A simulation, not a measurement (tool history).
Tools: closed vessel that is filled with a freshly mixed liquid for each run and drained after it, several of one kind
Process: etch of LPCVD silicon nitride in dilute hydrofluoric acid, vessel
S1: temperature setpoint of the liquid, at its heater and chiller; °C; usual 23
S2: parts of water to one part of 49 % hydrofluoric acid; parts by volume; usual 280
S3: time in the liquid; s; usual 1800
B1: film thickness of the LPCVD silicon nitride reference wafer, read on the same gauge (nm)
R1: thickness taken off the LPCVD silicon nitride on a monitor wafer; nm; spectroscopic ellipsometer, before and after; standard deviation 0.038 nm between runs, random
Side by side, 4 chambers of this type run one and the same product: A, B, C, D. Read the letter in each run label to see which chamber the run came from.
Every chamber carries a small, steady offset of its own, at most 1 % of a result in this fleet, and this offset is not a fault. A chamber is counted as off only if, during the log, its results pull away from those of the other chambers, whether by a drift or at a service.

| run | hour | S1 | S2 | S3 | B1 | R1 |
|---|---|---|---|---|---|---|
| 1B | 5.6 | 23 | 280 | 1800 | 59.980 | 2.8076 |
| 2C | 15.7 | 23 | 280 | 1800 | 59.990 | 2.8081 |
| 3D | 23.1 | 23 | 280 | 1800 | 59.988 | 2.7189 |
| 4A | 33.0 | 23 | 280 | 1800 | 59.979 | 2.6927 |
| 5C | 42.3 | 23 | 280 | 2860 | 60.003 | 4.4169 |
| 6A | 48.5 | 23 | 280 | 2860 | 59.973 | 4.3860 |
| 7B | 58.5 | 23 | 280 | 2860 | 59.981 | 4.4687 |
| 8D | 66.5 | 23 | 280 | 2860 | 59.992 | 4.4617 |
| 9B | 76.6 | 23 | 280 | 1800 | 60.020 | 2.7360 |
| 10C | 84.7 | 23 | 280 | 1800 | 60.006 | 2.6746 |
| 11A | 94.9 | 23 | 280 | 1800 | 59.958 | 2.7039 |
| 12D | 102.4 | 23 | 280 | 1800 | 60.001 | 2.7433 |
| 13D | 111.4 | 23 | 280 | 1800 | 59.979 | 2.7194 |
| 14A | 119.1 | 23 | 280 | 1800 | 60.001 | 2.7344 |
| 15C | 127.7 | 23 | 280 | 1800 | 59.976 | 2.6167 |
| 16B | 132.7 | 23 | 280 | 1800 | 59.988 | 2.8138 |
| 17A | 142.1 | 23 | 280 | 1800 | 60.003 | 2.7064 |
| 18B | 152.3 | 23 | 280 | 1800 | 60.002 | 2.7902 |
| 19C | 158.1 | 23 | 280 | 1800 | 59.972 | 2.5764 |
| 20D | 167.4 | 23 | 280 | 1800 | 59.988 | 2.8020 |
| 21D | 176.3 | 23 | 280 | 1800 | 59.986 | 2.7875 |
| 22A | 181.6 | 23 | 280 | 1800 | 60.004 | 2.7263 |
| 23C | 187.5 | 23 | 280 | 1800 | 60.001 | 2.5074 |
| 24B | 196.3 | 23 | 280 | 1800 | 59.987 | 2.7689 |
| 25A | 203.8 | 23 | 280 | 1800 | 59.979 | 2.7920 |
| 26B | 211.0 | 23 | 280 | 1800 | 60.008 | 2.8126 |
| 27C | 217.5 | 23 | 280 | 1800 | 60.005 | 2.4628 |
| 28D | 222.0 | 23 | 280 | 1800 | 60.008 | 2.7056 |
| 29B | 231.5 | 23 | 280 | 1800 | 59.991 | 2.8060 |

Next, every chamber runs the same settings. What will each give?
| 30A | 238.8 | 23 | 280 | 1800 |  | ? |
| 30B | 238.8 | 23 | 280 | 1800 |  | ? |
| 30C | 238.8 | 23 | 280 | 1800 |  | ? |
| 30D | 238.8 | 23 | 280 | 1800 |  | ? |

| run | R1 |
|---|---|
| 30A | 2.8196 |
| 30B | 2.8291 |
| 30C | 2.4786 |
| 30D | 2.7754 |
